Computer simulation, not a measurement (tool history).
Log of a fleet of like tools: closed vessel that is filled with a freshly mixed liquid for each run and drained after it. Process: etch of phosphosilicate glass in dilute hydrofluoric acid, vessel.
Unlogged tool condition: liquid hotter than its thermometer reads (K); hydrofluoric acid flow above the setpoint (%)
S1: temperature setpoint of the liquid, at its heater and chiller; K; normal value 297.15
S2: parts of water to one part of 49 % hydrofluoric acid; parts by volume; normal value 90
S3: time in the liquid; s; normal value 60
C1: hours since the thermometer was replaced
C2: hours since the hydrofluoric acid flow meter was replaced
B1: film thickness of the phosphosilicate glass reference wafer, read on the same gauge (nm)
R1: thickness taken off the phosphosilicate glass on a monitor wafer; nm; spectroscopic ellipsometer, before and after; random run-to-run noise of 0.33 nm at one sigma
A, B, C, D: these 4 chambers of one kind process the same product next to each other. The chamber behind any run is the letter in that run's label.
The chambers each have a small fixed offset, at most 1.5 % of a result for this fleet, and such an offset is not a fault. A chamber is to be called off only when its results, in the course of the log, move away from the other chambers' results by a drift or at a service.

run   hour      S1   S2  S3      C1      C2      B1      R1
 1A   10.7  297.15   90  60  2166.2     703  100.02  52.538
 2D   22.3  297.15   90  60   569.2   108.9  100.01  53.419
 3B   31.2  297.15   90  60    61.3   115.5  99.987  53.104
 4C   37.8  297.15   90  60   738.6   219.4  99.983   52.98
 5C   46.8  294.65   55  60   747.6   228.4  99.977  81.191
 6B   55.8  294.65   55  60    85.9   140.1  100.02  80.706
 7D   68.8  294.65   55  60   615.7   155.4  100.01  82.173
 8A   77.3  294.65   55  60  2232.8   769.6  100.01  80.662
 9D   84.6  297.15  110  60   631.5   171.2  99.992  42.625
10C   91.7  297.15  110  60   792.5   273.3  99.988  42.296
11A  102.9  297.15  110  60  2258.4   795.2  100.01  42.286
12B  116.2  297.15  110  60   146.3   200.5  100.02  42.318
13D  126.6  297.15   90  60   673.5   213.2  100.01  53.089
       138  -- chamber C: thermometer replaced
14C  141.6  297.15   90  40     3.6   323.2  100.01  35.196
15B  148.8  297.15   90  40   178.9   233.1  99.984  35.353
16A  159.5  297.15   90  40    2315   851.8  99.965  35.168
17A    173  297.15   90  40  2328.5   865.3  99.974   34.99
18B  185.8  297.15   90  60   215.9   270.1  99.978  53.502
19C    194  297.15   90  60      56   375.6  100.01  52.285
20D  208.3  299.65   90  60   755.2   294.9  99.996  59.008
21D  216.8  299.65   90  60   763.7   303.4  99.969  58.139
22C  230.9  299.65   90  60    92.9   412.5  99.973  57.994
23B  244.3  299.65   90  60   274.4   328.6  100.01  58.667
24A  252.5  297.15   90  60    2408   944.8  100.02  52.441
25B  267.2  297.15   90  60   297.3   351.5  100.02  52.553
26A  280.4  297.15   90  60  2435.9   972.7  99.994  53.216
27C  290.8  297.15   90  60   152.8   472.4  100.02  52.905
28D  298.4  297.15   90  60   845.3     385  99.996  53.752
29B  306.2  297.15   90  60   336.3   390.5  100.03  52.949
30A  315.2  297.15   90  60  2470.7  1007.5  100.01  52.711
31D  326.3  297.15   90  60   873.2   412.9  100.01  52.829
32C  339.7  297.15   90  45   201.7   521.3  99.973  39.749

All 4 chambers run these settings next. Forecast each chamber's results:
33A  350.4  301.65  90  60               ?
33B  350.4  301.65  90  60               ?
33C  350.4  301.65  90  60               ?
33D  350.4  301.65  90  60               ?

run      R1
33A  63.021
33B  63.242
33C  63.289
33D  63.101
